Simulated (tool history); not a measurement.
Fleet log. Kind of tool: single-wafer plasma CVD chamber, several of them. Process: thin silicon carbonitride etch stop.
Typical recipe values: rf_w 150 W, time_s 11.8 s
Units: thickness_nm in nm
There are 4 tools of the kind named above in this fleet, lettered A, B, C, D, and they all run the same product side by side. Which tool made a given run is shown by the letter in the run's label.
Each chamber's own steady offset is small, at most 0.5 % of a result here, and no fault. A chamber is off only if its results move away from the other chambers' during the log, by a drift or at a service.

run	hour	rf_w	time_s	hours since the last thermocouple change	hours since the last RF generator calibration	read-back reference wafer on the same gauge, thickness_nm	thickness_nm
1B	5.8	150	11.8	2000.6	2282.3	5.2012	6.1693
2C	8.5	150	11.8	388.3	2259.9	5.2017	6.163
3A	12.2	150	11.8	1690.5	1604.2	5.2023	6.195
4D	17.6	150	11.8	1985.7	85.4	5.2032	6.1497
5B	22.2	150	11.8	2017	2298.7	5.2052	6.1722
6D	27	150	11.8	1995.1	94.8	5.2061	6.1638
7A	30	150	11.8	1708.3	1622	5.2062	6.1854
8C	34	150	11.8	413.8	2285.4	5.2066	6.1901
9D	37.1	150	11.8	2005.2	104.9	5.2083	6.1534
10C	41.4	180	11.8	421.2	2292.8	5.2095	6.5338
11B	45.8	180	11.8	2040.6	2322.3	5.2098	6.5359
12A	49.5	180	11.8	1727.8	1641.5	5.2119	6.5603
13A	52.1	180	11.8	1730.4	1644.1	5.2105	6.5545
14D	57.6	170	11.8	2025.7	125.4	5.2137	6.4162
15C	61	170	11.8	440.8	2312.4	5.2136	6.4227
16B	64	170	11.8	2058.8	2340.5	5.213	6.4124
17D	68.3	170	11.8	2036.4	136.1	5.2157	6.4191
18A	71.9	150	11.8	1750.2	1663.9	5.2144	6.218
19B	76.1	150	11.8	2070.9	2352.6	5.2155	6.1697
20C	81.7	135	12.8	461.5	2333.1	5.2169	6.5332
21A	84.9	135	12.8	1763.2	1676.9	5.2186	6.5342
22B	87.8	135	12.8	2082.6	2364.3	5.2192	6.4935
23D	91.8	135	12.8	2059.9	159.6	5.2193	6.4827
24C	96.3	150	14	476.1	2347.7	5.2208	7.3586
25C	99.5	150	14	479.3	2350.9	5.2228	7.3534
# hour 99.6: chamber B: RF generator calibrated
26D	103.2	150	14	2071.3	171	5.2224	7.3431
27A	108	150	14	1786.3	1700	5.2247	7.3879
28B	112.2	150	11.8	2107	12.6	5.2263	6.1996
29A	115	150	11.8	1793.3	1707	5.2237	6.2229
30B	118.2	150	11.8	2113	18.6	5.2262	6.1971
31C	121.6	150	11.8	501.4	2373	5.2274	6.1989
32D	125.6	150	11.8	2093.7	193.4	5.2244	6.1791

Next, every chamber runs the same settings. What will each give?
33A	129.7	150	11.8				?
33B	129.7	150	11.8				?
33C	129.7	150	11.8				?
33D	129.7	150	11.8				?

run	thickness_nm
33A	6.2361
33B	6.1989
33C	6.2206
33D	6.1927
